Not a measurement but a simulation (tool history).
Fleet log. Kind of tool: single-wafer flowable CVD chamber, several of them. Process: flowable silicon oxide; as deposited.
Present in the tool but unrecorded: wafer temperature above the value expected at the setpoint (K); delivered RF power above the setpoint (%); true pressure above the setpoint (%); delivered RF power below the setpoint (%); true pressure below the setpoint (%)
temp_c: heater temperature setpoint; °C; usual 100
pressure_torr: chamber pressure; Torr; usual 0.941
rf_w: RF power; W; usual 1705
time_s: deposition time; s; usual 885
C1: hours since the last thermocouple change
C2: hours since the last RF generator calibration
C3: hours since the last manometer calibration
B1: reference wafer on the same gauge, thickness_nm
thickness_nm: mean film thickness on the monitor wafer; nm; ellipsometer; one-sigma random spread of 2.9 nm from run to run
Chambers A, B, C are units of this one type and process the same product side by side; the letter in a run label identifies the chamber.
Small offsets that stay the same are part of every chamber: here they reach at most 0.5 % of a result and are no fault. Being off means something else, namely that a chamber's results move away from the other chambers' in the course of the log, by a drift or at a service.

run 1B hour=4.8 | temp_c=100 pressure_torr=0.941 rf_w=1705 time_s=885 | C1=1783.3 C2=351.4 C3=590.7 | B1=691.23 | thickness_nm=636.51
run 2A hour=8.8 | temp_c=100 pressure_torr=0.941 rf_w=1705 time_s=885 | C1=1883.6 C2=1056.2 C3=960.9 | B1=690.8 | thickness_nm=636.17
run 3C hour=14.7 | temp_c=100 pressure_torr=0.941 rf_w=1705 time_s=885 | C1=1101.8 C2=953.5 C3=671.7 | B1=690.94 | thickness_nm=630.01
run 4A hour=20.2 | temp_c=100 pressure_torr=0.941 rf_w=1705 time_s=885 | C1=1895 C2=1067.6 C3=972.3 | B1=691.66 | thickness_nm=638.88
run 5C hour=24.7 | temp_c=100 pressure_torr=0.941 rf_w=1705 time_s=885 | C1=1111.8 C2=963.5 C3=681.7 | B1=690.66 | thickness_nm=633.31
-- hour=25.1 chamber B: thermocouple changed; heater temperature recalibrated
run 6B hour=28.2 | temp_c=100 pressure_torr=0.941 rf_w=1705 time_s=885 | C1=3.2 C2=374.8 C3=614.1 | B1=690.7 | thickness_nm=639.79
run 7C hour=34.7 | temp_c=100 pressure_torr=0.941 rf_w=1705 time_s=885 | C1=1121.8 C2=973.5 C3=691.7 | B1=691.51 | thickness_nm=628.38
-- hour=38.9 chamber C: RF generator calibrated
run 8A hour=42.2 | temp_c=90 pressure_torr=0.941 rf_w=1705 time_s=948 | C1=1917 C2=1089.6 C3=994.3 | B1=690.94 | thickness_nm=950.96
run 9B hour=45.9 | temp_c=90 pressure_torr=0.941 rf_w=1705 time_s=948 | C1=20.9 C2=392.5 C3=631.8 | B1=690.68 | thickness_nm=937.06
run 10B hour=52.8 | temp_c=90 pressure_torr=0.941 rf_w=1705 time_s=948 | C1=27.8 C2=399.4 C3=638.7 | B1=691.14 | thickness_nm=939.34
run 11C hour=60 | temp_c=100 pressure_torr=0.941 rf_w=1705 time_s=725 | C1=1147.1 C2=21.1 C3=717 | B1=690.26 | thickness_nm=519.84
run 12A hour=67.6 | temp_c=100 pressure_torr=0.941 rf_w=1705 time_s=725 | C1=1942.4 C2=1115 C3=1019.7 | B1=691.86 | thickness_nm=520.2
run 13A hour=74.2 | temp_c=100 pressure_torr=0.941 rf_w=1705 time_s=725 | C1=1949 C2=1121.6 C3=1026.3 | B1=691.2 | thickness_nm=522.26
run 14B hour=80.9 | temp_c=100 pressure_torr=0.941 rf_w=1705 time_s=885 | C1=55.9 C2=427.5 C3=666.8 | B1=691.17 | thickness_nm=634.65
run 15C hour=87.1 | temp_c=100 pressure_torr=0.727 rf_w=1705 time_s=885 | C1=1174.2 C2=48.2 C3=744.1 | B1=691.13 | thickness_nm=454.09
run 16B hour=94.7 | temp_c=100 pressure_torr=0.727 rf_w=1705 time_s=885 | C1=69.7 C2=441.3 C3=680.6 | B1=691.03 | thickness_nm=455.18
run 17C hour=102 | temp_c=100 pressure_torr=0.727 rf_w=1705 time_s=885 | C1=1189.1 C2=63.1 C3=759 | B1=691.09 | thickness_nm=448.15
run 18A hour=109.9 | temp_c=100 pressure_torr=0.941 rf_w=1885 time_s=750 | C1=1984.7 C2=1157.3 C3=1062 | B1=690.81 | thickness_nm=554.45
run 19B hour=114.1 | temp_c=100 pressure_torr=0.941 rf_w=1885 time_s=750 | C1=89.1 C2=460.7 C3=700 | B1=690.68 | thickness_nm=551.76
run 20A hour=117.6 | temp_c=100 pressure_torr=0.941 rf_w=1885 time_s=750 | C1=1992.4 C2=1165 C3=1069.7 | B1=690.84 | thickness_nm=554.59
run 21C hour=121.9 | temp_c=100 pressure_torr=0.941 rf_w=1705 time_s=885 | C1=1209 C2=83 C3=778.9 | B1=690.69 | thickness_nm=622
run 22B hour=127.3 | temp_c=100 pressure_torr=0.941 rf_w=1705 time_s=885 | C1=102.3 C2=473.9 C3=713.2 | B1=690.91 | thickness_nm=635.04
run 23C hour=130.9 | temp_c=100 pressure_torr=0.941 rf_w=1705 time_s=885 | C1=1218 C2=92 C3=787.9 | B1=690.6 | thickness_nm=625.84
run 24A hour=135.2 | temp_c=100 pressure_torr=0.941 rf_w=1705 time_s=885 | C1=2010 C2=1182.6 C3=1087.3 | B1=691.01 | thickness_nm=637.95
run 25A hour=139.8 | temp_c=100 pressure_torr=0.941 rf_w=1705 time_s=885 | C1=2014.6 C2=1187.2 C3=1091.9 | B1=691.37 | thickness_nm=639.74
run 26B hour=144.4 | temp_c=100 pressure_torr=0.941 rf_w=1705 time_s=885 | C1=119.4 C2=491 C3=730.3 | B1=690.4 | thickness_nm=633.65
run 27C hour=149.3 | temp_c=100 pressure_torr=0.941 rf_w=1705 time_s=885 | C1=1236.4 C2=110.4 C3=806.3 | B1=691.78 | thickness_nm=621.61
run 28B hour=153.6 | temp_c=100 pressure_torr=0.941 rf_w=1705 time_s=885 | C1=128.6 C2=500.2 C3=739.5 | B1=691.92 | thickness_nm=634.75
run 29C hour=160.4 | temp_c=100 pressure_torr=0.941 rf_w=1705 time_s=885 | C1=1247.5 C2=121.5 C3=817.4 | B1=690.3 | thickness_nm=620.07
run 30A hour=167.1 | temp_c=100 pressure_torr=0.941 rf_w=1705 time_s=885 | C1=2041.9 C2=1214.5 C3=1119.2 | B1=691.53 | thickness_nm=636.83
run 31C hour=170.8 | temp_c=100 pressure_torr=0.941 rf_w=1705 time_s=885 | C1=1257.9 C2=131.9 C3=827.8 | B1=691.53 | thickness_nm=618.7
run 32B hour=176.7 | temp_c=100 pressure_torr=0.941 rf_w=1705 time_s=885 | C1=151.7 C2=523.3 C3=762.6 | B1=690.91 | thickness_nm=633.84
run 33A hour=180.6 | temp_c=100 pressure_torr=0.941 rf_w=1705 time_s=885 | C1=2055.4 C2=1228 C3=1132.7 | B1=690.6 | thickness_nm=636.27
run 34B hour=185.5 | temp_c=100 pressure_torr=1.079 rf_w=1550 time_s=885 | C1=160.5 C2=532.1 C3=771.4 | B1=691.25 | thickness_nm=725.18
run 35A hour=192.4 | temp_c=100 pressure_torr=1.079 rf_w=1550 time_s=885 | C1=2067.2 C2=1239.8 C3=1144.5 | B1=691.12 | thickness_nm=734.1
run 36C hour=197.1 | temp_c=100 pressure_torr=1.079 rf_w=1550 time_s=885 | C1=1284.2 C2=158.2 C3=854.1 | B1=691.35 | thickness_nm=701.21
run 37C hour=202.9 | temp_c=100 pressure_torr=0.941 rf_w=1705 time_s=885 | C1=1290 C2=164 C3=859.9 | B1=691.84 | thickness_nm=607.77
run 38A hour=209.6 | temp_c=100 pressure_torr=0.941 rf_w=1705 time_s=885 | C1=2084.4 C2=1257 C3=1161.7 | B1=690.66 | thickness_nm=637.75
run 39B hour=217.2 | temp_c=100 pressure_torr=0.941 rf_w=1705 time_s=885 | C1=192.2 C2=563.8 C3=803.1 | B1=691.17 | thickness_nm=633.98
run 40C hour=222 | temp_c=100 pressure_torr=0.941 rf_w=1705 time_s=885 | C1=1309.1 C2=183.1 C3=879 | B1=691.46 | thickness_nm=605.46
run 41B hour=225.9 | temp_c=100 pressure_torr=0.941 rf_w=1705 time_s=885 | C1=200.9 C2=572.5 C3=811.8 | B1=690.21 | thickness_nm=634.24
run 42A hour=229.5 | temp_c=100 pressure_torr=0.941 rf_w=1705 time_s=885 | C1=2104.3 C2=1276.9 C3=1181.6 | B1=691.22 | thickness_nm=635.99
run 43B hour=237.5 | temp_c=100 pressure_torr=0.941 rf_w=1705 time_s=885 | C1=212.5 C2=584.1 C3=823.4 | B1=690.31 | thickness_nm=636.95
run 44C hour=242.3 | temp_c=100 pressure_torr=0.941 rf_w=1705 time_s=885 | C1=1329.4 C2=203.4 C3=899.3 | B1=691.65 | thickness_nm=601.96

Next, all 3 chambers run the settings below, one line each with question marks for the results. What does each chamber give?
run 45A hour=248 | temp_c=112 pressure_torr=0.941 rf_w=1705 time_s=885 | thickness_nm=?
run 45B hour=248 | temp_c=112 pressure_torr=0.941 rf_w=1705 time_s=885 | thickness_nm=?
run 45C hour=248 | temp_c=112 pressure_torr=0.941 rf_w=1705 time_s=885 | thickness_nm=?

run=45A thickness_nm=434
run=45B thickness_nm=431.03
run=45C thickness_nm=410.55

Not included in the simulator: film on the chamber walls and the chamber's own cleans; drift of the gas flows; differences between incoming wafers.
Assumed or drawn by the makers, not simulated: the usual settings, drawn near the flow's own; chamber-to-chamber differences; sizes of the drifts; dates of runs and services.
